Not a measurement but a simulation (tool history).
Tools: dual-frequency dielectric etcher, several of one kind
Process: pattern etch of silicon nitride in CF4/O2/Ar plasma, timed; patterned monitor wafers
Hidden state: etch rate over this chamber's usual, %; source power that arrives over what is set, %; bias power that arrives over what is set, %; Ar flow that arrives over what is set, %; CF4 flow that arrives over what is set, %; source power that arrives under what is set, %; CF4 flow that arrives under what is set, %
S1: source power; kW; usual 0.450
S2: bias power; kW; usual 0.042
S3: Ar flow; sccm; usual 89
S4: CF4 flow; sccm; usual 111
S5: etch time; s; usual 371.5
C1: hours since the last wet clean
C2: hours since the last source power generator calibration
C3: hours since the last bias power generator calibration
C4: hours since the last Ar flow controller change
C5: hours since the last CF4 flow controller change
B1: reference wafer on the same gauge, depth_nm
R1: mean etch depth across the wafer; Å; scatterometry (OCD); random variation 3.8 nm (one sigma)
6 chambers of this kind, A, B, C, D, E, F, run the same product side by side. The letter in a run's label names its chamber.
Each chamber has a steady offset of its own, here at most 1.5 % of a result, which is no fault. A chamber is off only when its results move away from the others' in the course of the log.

run 1A hour=7.3 | S1=0.450 S2=0.042 S3=89 S4=111 S5=371.5 | C1=56.6 C2=2459.6 C3=3298.0 C4=3010.2 C5=1694.1 | B1=671.64 | R1=6223.2
run 2F hour=14.2 | S1=0.450 S2=0.042 S3=89 S4=111 S5=371.5 | C1=244.1 C2=1792.3 C3=2875.9 C4=1598.4 C5=540.2 | B1=672.22 | R1=6283.7
run 3E hour=24.5 | S1=0.450 S2=0.042 S3=89 S4=111 S5=371.5 | C1=112.4 C2=966.6 C3=866.1 C4=2105.4 C5=3250.6 | B1=672.45 | R1=6118.1
run 4B hour=31.9 | S1=0.450 S2=0.042 S3=89 S4=111 S5=371.5 | C1=239.2 C2=2423.2 C3=1219.7 C4=304.7 C5=62.9 | B1=670.87 | R1=6155.9
-- hour=43.5 chamber D: wet clean of the chamber
run 5C hour=44.5 | S1=0.450 S2=0.042 S3=89 S4=111 S5=371.5 | C1=191.7 C2=1570.8 C3=1956.6 C4=70.0 C5=3262.5 | B1=672.66 | R1=6219.4
run 6D hour=51.2 | S1=0.450 S2=0.042 S3=89 S4=111 S5=371.5 | C1=7.7 C2=1030.1 C3=1975.2 C4=2356.2 C5=777.6 | B1=671.45 | R1=6220.7
run 7E hour=63.0 | S1=0.450 S2=0.042 S3=89 S4=111 S5=371.5 | C1=150.9 C2=1005.1 C3=904.6 C4=2143.9 C5=3289.1 | B1=672.29 | R1=6080.5
run 8B hour=71.4 | S1=0.450 S2=0.042 S3=89 S4=111 S5=371.5 | C1=278.7 C2=2462.7 C3=1259.2 C4=344.2 C5=102.4 | B1=672.12 | R1=6210.0
run 9F hour=78.2 | S1=0.450 S2=0.042 S3=89 S4=111 S5=371.5 | C1=308.1 C2=1856.3 C3=2939.9 C4=1662.4 C5=604.2 | B1=672.01 | R1=6171.0
run 10C hour=89.5 | S1=0.450 S2=0.042 S3=89 S4=111 S5=371.5 | C1=236.7 C2=1615.8 C3=2001.6 C4=115.0 C5=3307.5 | B1=672.24 | R1=6173.5
run 11D hour=100.7 | S1=0.450 S2=0.042 S3=89 S4=111 S5=371.5 | C1=57.2 C2=1079.6 C3=2024.7 C4=2405.7 C5=827.1 | B1=672.44 | R1=6251.4
-- hour=110.2 chamber B: wet clean of the chamber
run 12A hour=110.9 | S1=0.450 S2=0.042 S3=89 S4=111 S5=371.5 | C1=160.2 C2=2563.2 C3=3401.6 C4=3113.8 C5=1797.7 | B1=671.79 | R1=6223.3
run 13A hour=122.2 | S1=0.450 S2=0.042 S3=89 S4=111 S5=371.5 | C1=171.5 C2=2574.5 C3=3412.9 C4=3125.1 C5=1809.0 | B1=672.92 | R1=6169.0
run 14E hour=129.1 | S1=0.450 S2=0.042 S3=89 S4=111 S5=371.5 | C1=217.0 C2=1071.2 C3=970.7 C4=2210.0 C5=3355.2 | B1=672.66 | R1=6176.9
run 15D hour=136.3 | S1=0.400 S2=0.042 S3=89 S4=111 S5=446.0 | C1=92.8 C2=1115.2 C3=2060.3 C4=2441.3 C5=862.7 | B1=672.28 | R1=6663.7
run 16B hour=144.4 | S1=0.400 S2=0.042 S3=89 S4=111 S5=446.0 | C1=34.2 C2=2535.7 C3=1332.2 C4=417.2 C5=175.4 | B1=672.14 | R1=6756.6
run 17F hour=153.3 | S1=0.400 S2=0.042 S3=89 S4=111 S5=446.0 | C1=383.2 C2=1931.4 C3=3015.0 C4=1737.5 C5=679.3 | B1=671.09 | R1=6783.6
run 18C hour=162.9 | S1=0.400 S2=0.042 S3=89 S4=111 S5=446.0 | C1=310.1 C2=1689.2 C3=2075.0 C4=188.4 C5=3380.9 | B1=670.82 | R1=6685.0
run 19E hour=171.7 | S1=0.400 S2=0.042 S3=89 S4=111 S5=446.0 | C1=259.6 C2=1113.8 C3=1013.3 C4=2252.6 C5=3397.8 | B1=671.98 | R1=6627.6
run 20B hour=182.1 | S1=0.400 S2=0.042 S3=89 S4=111 S5=446.0 | C1=71.9 C2=2573.4 C3=1369.9 C4=454.9 C5=213.1 | B1=672.50 | R1=6594.1
run 21C hour=188.3 | S1=0.450 S2=0.042 S3=89 S4=111 S5=371.5 | C1=335.5 C2=1714.6 C3=2100.4 C4=213.8 C5=3406.3 | B1=672.65 | R1=6235.8
run 22A hour=199.7 | S1=0.450 S2=0.042 S3=89 S4=111 S5=371.5 | C1=249.0 C2=2652.0 C3=3490.4 C4=3202.6 C5=1886.5 | B1=672.38 | R1=6190.7
run 23F hour=206.9 | S1=0.450 S2=0.042 S3=89 S4=111 S5=371.5 | C1=436.8 C2=1985.0 C3=3068.6 C4=1791.1 C5=732.9 | B1=672.99 | R1=6243.3
run 24D hour=214.3 | S1=0.450 S2=0.042 S3=89 S4=111 S5=371.5 | C1=170.8 C2=1193.2 C3=2138.3 C4=2519.3 C5=940.7 | B1=671.71 | R1=6245.5
-- hour=224.7 chamber B: source power generator calibrated
run 25E hour=225.6 | S1=0.450 S2=0.042 S3=89 S4=111 S5=371.5 | C1=313.5 C2=1167.7 C3=1067.2 C4=2306.5 C5=3451.7 | B1=671.99 | R1=6082.5
run 26D hour=236.1 | S1=0.450 S2=0.042 S3=89 S4=111 S5=371.5 | C1=192.6 C2=1215.0 C3=2160.1 C4=2541.1 C5=962.5 | B1=672.58 | R1=6251.2
run 27B hour=245.0 | S1=0.450 S2=0.042 S3=89 S4=111 S5=371.5 | C1=134.8 C2=20.4 C3=1432.8 C4=517.8 C5=276.0 | B1=670.86 | R1=6129.3
run 28F hour=252.0 | S1=0.450 S2=0.042 S3=89 S4=111 S5=371.5 | C1=481.9 C2=2030.1 C3=3113.7 C4=1836.2 C5=778.0 | B1=672.32 | R1=6179.9
run 29C hour=260.1 | S1=0.450 S2=0.042 S3=89 S4=111 S5=371.5 | C1=407.3 C2=1786.4 C3=2172.2 C4=285.6 C5=3478.1 | B1=672.45 | R1=6193.9
run 30A hour=269.4 | S1=0.450 S2=0.042 S3=89 S4=111 S5=371.5 | C1=318.7 C2=2721.7 C3=3560.1 C4=3272.3 C5=1956.2 | B1=671.47 | R1=6239.2
run 31A hour=276.0 | S1=0.450 S2=0.042 S3=89 S4=111 S5=371.5 | C1=325.3 C2=2728.3 C3=3566.7 C4=3278.9 C5=1962.8 | B1=671.20 | R1=6232.1
-- hour=282.2 chamber C: source power generator calibrated
run 32D hour=284.3 | S1=0.450 S2=0.042 S3=89 S4=111 S5=371.5 | C1=240.8 C2=1263.2 C3=2208.3 C4=2589.3 C5=1010.7 | B1=672.25 | R1=6235.2
-- hour=292.8 chamber F: wet clean of the chamber
run 33C hour=296.9 | S1=0.450 S2=0.042 S3=101 S4=111 S5=371.5 | C1=444.1 C2=14.7 C3=2209.0 C4=322.4 C5=3514.9 | B1=672.20 | R1=6155.1
run 34F hour=309.4 | S1=0.450 S2=0.042 S3=101 S4=111 S5=371.5 | C1=16.7 C2=2087.5 C3=3171.1 C4=1893.6 C5=835.4 | B1=672.82 | R1=6147.6
-- hour=315.2 chamber D: Ar flow controller replaced
run 35B hour=321.8 | S1=0.450 S2=0.042 S3=101 S4=111 S5=371.5 | C1=211.6 C2=97.2 C3=1509.6 C4=594.6 C5=352.8 | B1=672.30 | R1=6087.3
run 36E hour=330.5 | S1=0.450 S2=0.042 S3=101 S4=111 S5=371.5 | C1=418.4 C2=1272.6 C3=1172.1 C4=2411.4 C5=3556.6 | B1=672.97 | R1=6028.9
run 37D hour=342.6 | S1=0.450 S2=0.042 S3=101 S4=111 S5=371.5 | C1=299.1 C2=1321.5 C3=2266.6 C4=27.4 C5=1069.0 | B1=672.56 | R1=6120.9
run 38F hour=354.4 | S1=0.450 S2=0.042 S3=101 S4=111 S5=371.5 | C1=61.7 C2=2132.5 C3=3216.1 C4=1938.6 C5=880.4 | B1=671.09 | R1=6132.0
run 39E hour=363.2 | S1=0.450 S2=0.042 S3=89 S4=111 S5=371.5 | C1=451.1 C2=1305.3 C3=1204.8 C4=2444.1 C5=3589.3 | B1=672.01 | R1=6048.5
run 40B hour=371.1 | S1=0.380 S2=0.038 S3=89 S4=111 S5=371.5 | C1=260.9 C2=146.5 C3=1558.9 C4=643.9 C5=402.1 | B1=671.68 | R1=5116.7
-- hour=371.9 chamber C: wet clean of the chamber
run 41C hour=376.6 | S1=0.380 S2=0.038 S3=89 S4=111 S5=371.5 | C1=4.7 C2=94.4 C3=2288.7 C4=402.1 C5=3594.6 | B1=672.90 | R1=5180.0
run 42A hour=388.3 | S1=0.380 S2=0.038 S3=89 S4=111 S5=371.5 | C1=437.6 C2=2840.6 C3=3679.0 C4=3391.2 C5=2075.1 | B1=671.16 | R1=5214.4

Next, every chamber runs the same settings. What will each give?
run 43A hour=397.4 | S1=0.380 S2=0.042 S3=89 S4=111 S5=371.5 | R1=?
run 43B hour=397.4 | S1=0.380 S2=0.042 S3=89 S4=111 S5=371.5 | R1=?
run 43C hour=397.4 | S1=0.380 S2=0.042 S3=89 S4=111 S5=371.5 | R1=?
run 43D hour=397.4 | S1=0.380 S2=0.042 S3=89 S4=111 S5=371.5 | R1=?
run 43E hour=397.4 | S1=0.380 S2=0.042 S3=89 S4=111 S5=371.5 | R1=?
run 43F hour=397.4 | S1=0.380 S2=0.042 S3=89 S4=111 S5=371.5 | R1=?

run=43A R1=5349.4
run=43B R1=5318.6
run=43C R1=5303.4
run=43D R1=5341.5
run=43E R1=5291.1
run=43F R1=5415.8

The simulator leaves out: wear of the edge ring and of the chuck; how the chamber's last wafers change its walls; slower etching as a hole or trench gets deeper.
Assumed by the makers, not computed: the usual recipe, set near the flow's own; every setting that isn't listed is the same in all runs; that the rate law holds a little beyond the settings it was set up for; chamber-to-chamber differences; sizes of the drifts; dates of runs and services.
